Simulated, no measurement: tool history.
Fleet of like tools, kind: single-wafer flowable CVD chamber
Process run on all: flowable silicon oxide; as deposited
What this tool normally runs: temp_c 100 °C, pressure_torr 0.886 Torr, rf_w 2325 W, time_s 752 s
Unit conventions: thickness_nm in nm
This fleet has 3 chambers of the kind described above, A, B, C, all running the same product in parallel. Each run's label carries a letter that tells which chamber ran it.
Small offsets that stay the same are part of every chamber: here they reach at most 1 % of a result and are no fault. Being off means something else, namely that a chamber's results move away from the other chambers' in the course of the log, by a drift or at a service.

run	hour	temp_c	pressure_torr	rf_w	time_s	hours since the last thermocouple change	hours since the last RF generator calibration	hours since the last manometer calibration	read-back reference wafer on the same gauge, thickness_nm	thickness_nm
1C	8.0	100	0.886	2325	752	2417.0	2222.9	824.0	456.98	533.72
2B	16.7	100	0.886	2325	752	668.2	183.0	286.8	457.13	539.45
3A	21.9	100	0.886	2325	752	679.3	454.9	1032.3	457.10	534.80
4B	28.0	100	0.886	2325	752	679.5	194.3	298.1	457.44	540.17
5C	34.0	100	0.886	2325	752	2443.0	2248.9	850.0	457.35	533.45
6A	42.5	100	0.886	2325	752	699.9	475.5	1052.9	457.29	534.76
7C	52.3	100	0.886	2325	752	2461.3	2267.2	868.3	457.58	534.67
# hour 54.7: chamber C: RF generator calibrated
8B	60.3	100	0.886	2325	752	711.8	226.6	330.4	457.74	542.18
9A	67.5	100	0.886	2325	752	724.9	500.5	1077.9	457.68	533.52
10B	75.3	100	0.886	2325	752	726.8	241.6	345.4	457.84	540.95
11A	82.8	100	0.886	2325	752	740.2	515.8	1093.2	457.87	534.89
12C	90.4	100	0.821	2325	752	2499.4	35.7	906.4	458.11	485.70
13C	99.4	100	0.821	2325	752	2508.4	44.7	915.4	458.07	485.89
14B	107.6	100	0.821	2325	752	759.1	273.9	377.7	458.31	491.49
15A	114.7	100	0.886	2325	752	772.1	547.7	1125.1	458.28	534.17
16A	120.9	100	0.886	2325	752	778.3	553.9	1131.3	458.18	535.66
17C	128.7	100	0.886	2325	752	2537.7	74.0	944.7	458.40	535.83
18B	139.0	100	0.886	2325	752	790.5	305.3	409.1	458.46	541.52
19C	144.8	100	0.886	2325	752	2553.8	90.1	960.8	458.58	536.38
20A	149.9	100	0.886	2325	752	807.3	582.9	1160.3	458.72	535.28
21B	155.5	100	0.886	2325	752	807.0	321.8	425.6	458.79	543.34
22A	160.9	100	0.886	2325	752	818.3	593.9	1171.3	458.78	536.20
23B	168.8	100	0.886	2325	752	820.3	335.1	438.9	458.75	542.80
24C	178.2	100	0.886	2325	752	2587.2	123.5	994.2	458.91	536.34
25B	186.1	100	0.886	2325	752	837.6	352.4	456.2	459.05	543.65
26C	190.9	100	0.789	2325	804	2599.9	136.2	1006.9	459.10	494.17
27A	196.3	100	0.789	2325	804	853.7	629.3	1206.7	459.14	496.52
28B	202.0	100	0.789	2325	804	853.5	368.3	472.1	459.22	499.87

Next, every chamber runs the same settings. What will each give?
29A	209.5	100	0.886	2325	752					?
29B	209.5	100	0.886	2325	752					?
29C	209.5	100	0.886	2325	752					?

run	thickness_nm
29A	535.44
29B	543.17
29C	536.65

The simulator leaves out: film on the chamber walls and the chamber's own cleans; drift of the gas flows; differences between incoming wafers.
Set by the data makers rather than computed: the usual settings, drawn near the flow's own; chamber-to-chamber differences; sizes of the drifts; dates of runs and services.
